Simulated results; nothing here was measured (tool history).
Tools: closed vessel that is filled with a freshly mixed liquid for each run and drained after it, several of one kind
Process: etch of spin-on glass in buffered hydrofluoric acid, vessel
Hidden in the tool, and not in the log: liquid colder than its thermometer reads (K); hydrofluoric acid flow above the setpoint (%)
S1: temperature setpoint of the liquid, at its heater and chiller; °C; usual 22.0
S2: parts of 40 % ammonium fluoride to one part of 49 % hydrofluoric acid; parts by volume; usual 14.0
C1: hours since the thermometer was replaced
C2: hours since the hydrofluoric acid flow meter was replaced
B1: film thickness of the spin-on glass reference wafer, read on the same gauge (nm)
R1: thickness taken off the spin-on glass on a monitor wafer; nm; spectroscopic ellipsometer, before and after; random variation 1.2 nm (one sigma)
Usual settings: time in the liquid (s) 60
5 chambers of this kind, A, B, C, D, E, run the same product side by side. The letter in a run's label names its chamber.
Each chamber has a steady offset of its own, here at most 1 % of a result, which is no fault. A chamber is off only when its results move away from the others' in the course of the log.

Run 1C, hour 10.8: usual settings; C1 1311.4; C2 378.3; B1 50.030. Result: R1 141.77 nm.
Run 2D, hour 18.9: usual settings; C1 785.9; C2 1362.9; B1 49.986. Result: R1 141.17 nm.
Run 3A, hour 31.5: usual settings; C1 2019.3; C2 1038.8; B1 50.003. Result: R1 140.83 nm.
Run 4E, hour 42.7: usual settings; C1 1477.0; C2 745.3; B1 50.011. Result: R1 142.07 nm.
Run 5B, hour 49.3: usual settings; C1 227.5; C2 1677.7; B1 49.991. Result: R1 140.60 nm.
Run 6B, hour 60.6: usual settings; C1 238.8; C2 1689.0; B1 49.991. Result: R1 142.13 nm.
Run 7C, hour 71.4: usual settings; C1 1372.0; C2 438.9; B1 49.998. Result: R1 141.20 nm.
Run 8E, hour 83.4: usual settings but S1 17.5 °C, time in the liquid (s) 80; C1 1517.7; C2 786.0; B1 49.970. Result: R1 145.54 nm.
Run 9D, hour 89.8: usual settings but S1 17.5 °C, time in the liquid (s) 80; C1 856.8; C2 1433.8; B1 49.989. Result: R1 149.31 nm.
Run 10A, hour 98.9: usual settings but S1 17.5 °C, time in the liquid (s) 80; C1 2086.7; C2 1106.2; B1 49.986. Result: R1 146.03 nm.
Run 11C, hour 109.8: usual settings but S1 17.5 °C, time in the liquid (s) 80; C1 1410.4; C2 477.3; B1 50.018. Result: R1 145.53 nm.
Run 12A, hour 121.4: usual settings but S1 17.5 °C, time in the liquid (s) 80; C1 2109.2; C2 1128.7; B1 50.020. Result: R1 146.81 nm.
Run 13D, hour 133.0: usual settings; C1 900.0; C2 1477.0; B1 50.028. Result: R1 142.36 nm.
Run 14E, hour 141.6: usual settings; C1 1575.9; C2 844.2; B1 49.985. Result: R1 141.63 nm.
Run 15B, hour 148.5: usual settings; C1 326.7; C2 1776.9; B1 50.014. Result: R1 143.34 nm.
Run 16B, hour 158.4: usual settings; C1 336.6; C2 1786.8; B1 49.996. Result: R1 142.64 nm.
Run 17C, hour 168.1: usual settings; C1 1468.7; C2 535.6; B1 49.993. Result: R1 141.48 nm.
Run 18E, hour 177.7: usual settings; C1 1612.0; C2 880.3; B1 50.005. Result: R1 142.93 nm.
Run 19A, hour 184.0: usual settings; C1 2171.8; C2 1191.3; B1 49.988. Result: R1 140.53 nm.
Run 20D, hour 190.6: usual settings; C1 957.6; C2 1534.6; B1 50.005. Result: R1 143.24 nm.
Run 21E, hour 199.9: usual settings; C1 1634.2; C2 902.5; B1 50.006. Result: R1 142.76 nm.
Run 22B, hour 212.4: usual settings; C1 390.6; C2 1840.8; B1 49.993. Result: R1 140.51 nm.
Run 23A, hour 223.2: usual settings; C1 2211.0; C2 1230.5; B1 50.005. Result: R1 141.46 nm.
Run 24D, hour 231.8: usual settings; C1 998.8; C2 1575.8; B1 49.996. Result: R1 143.06 nm.
Run 25C, hour 242.0: usual settings; C1 1542.6; C2 609.5; B1 49.999. Result: R1 141.12 nm.
At hour 251.4: chamber E: thermometer replaced.
Run 26B, hour 253.8: usual settings; C1 432.0; C2 1882.2; B1 49.996. Result: R1 141.57 nm.
Run 27A, hour 264.0: usual settings; C1 2251.8; C2 1271.3; B1 50.007. Result: R1 141.11 nm.
Run 28E, hour 275.0: usual settings; C1 23.6; C2 977.6; B1 49.990. Result: R1 142.10 nm.
Run 29C, hour 284.2: usual settings; C1 1584.8; C2 651.7; B1 50.017. Result: R1 139.34 nm.
Run 30D, hour 295.7: usual settings; C1 1062.7; C2 1639.7; B1 50.009. Result: R1 141.06 nm.
At hour 303.3: chamber B: hydrofluoric acid flow meter replaced.
Run 31E, hour 303.7: usual settings; C1 52.3; C2 1006.3; B1 50.004. Result: R1 142.90 nm.
Run 32B, hour 311.1: usual settings; C1 489.3; C2 7.8; B1 49.995. Result: R1 141.84 nm.
Run 33C, hour 317.3: usual settings; C1 1617.9; C2 684.8; B1 50.008. Result: R1 142.59 nm.
Run 34D, hour 324.0: usual settings but S2 16.5 parts by volume; C1 1091.0; C2 1668.0; B1 50.004. Result: R1 120.07 nm.
Run 35A, hour 335.2: usual settings but S2 16.5 parts by volume; C1 2323.0; C2 1342.5; B1 49.989. Result: R1 121.09 nm.
Run 36C, hour 342.0: usual settings but S2 16.5 parts by volume; C1 1642.6; C2 709.5; B1 50.020. Result: R1 120.36 nm.
Run 37A, hour 352.8: usual settings but S2 16.5 parts by volume; C1 2340.6; C2 1360.1; B1 49.973. Result: R1 120.57 nm.
Run 38B, hour 365.0: usual settings but S2 16.5 parts by volume; C1 543.2; C2 61.7; B1 49.999. Result: R1 118.94 nm.
Run 39D, hour 373.9: usual settings; C1 1140.9; C2 1717.9; B1 50.016. Result: R1 143.91 nm.
Run 40E, hour 379.6: usual settings; C1 128.2; C2 1082.2; B1 49.993. Result: R1 142.75 nm.
Run 41B, hour 392.0: usual settings; C1 570.2; C2 88.7; B1 49.996. Result: R1 141.80 nm.
Run 42C, hour 402.3: usual settings; C1 1702.9; C2 769.8; B1 50.013. Result: R1 139.21 nm.
Run 43A, hour 408.8: usual settings; C1 2396.6; C2 1416.1; B1 49.974. Result: R1 141.70 nm.

Next, every chamber runs the same settings. What will each give?
Run 44A, hour 417.8: usual settings but time in the liquid (s) 80. Result: R1 ?.
Run 44B, hour 417.8: usual settings but time in the liquid (s) 80. Result: R1 ?.
Run 44C, hour 417.8: usual settings but time in the liquid (s) 80. Result: R1 ?.
Run 44D, hour 417.8: usual settings but time in the liquid (s) 80. Result: R1 ?.
Run 44E, hour 417.8: usual settings but time in the liquid (s) 80. Result: R1 ?.

run      R1
44A  189.74
44B  187.17
44C  187.62
44D  191.04
44E  188.25

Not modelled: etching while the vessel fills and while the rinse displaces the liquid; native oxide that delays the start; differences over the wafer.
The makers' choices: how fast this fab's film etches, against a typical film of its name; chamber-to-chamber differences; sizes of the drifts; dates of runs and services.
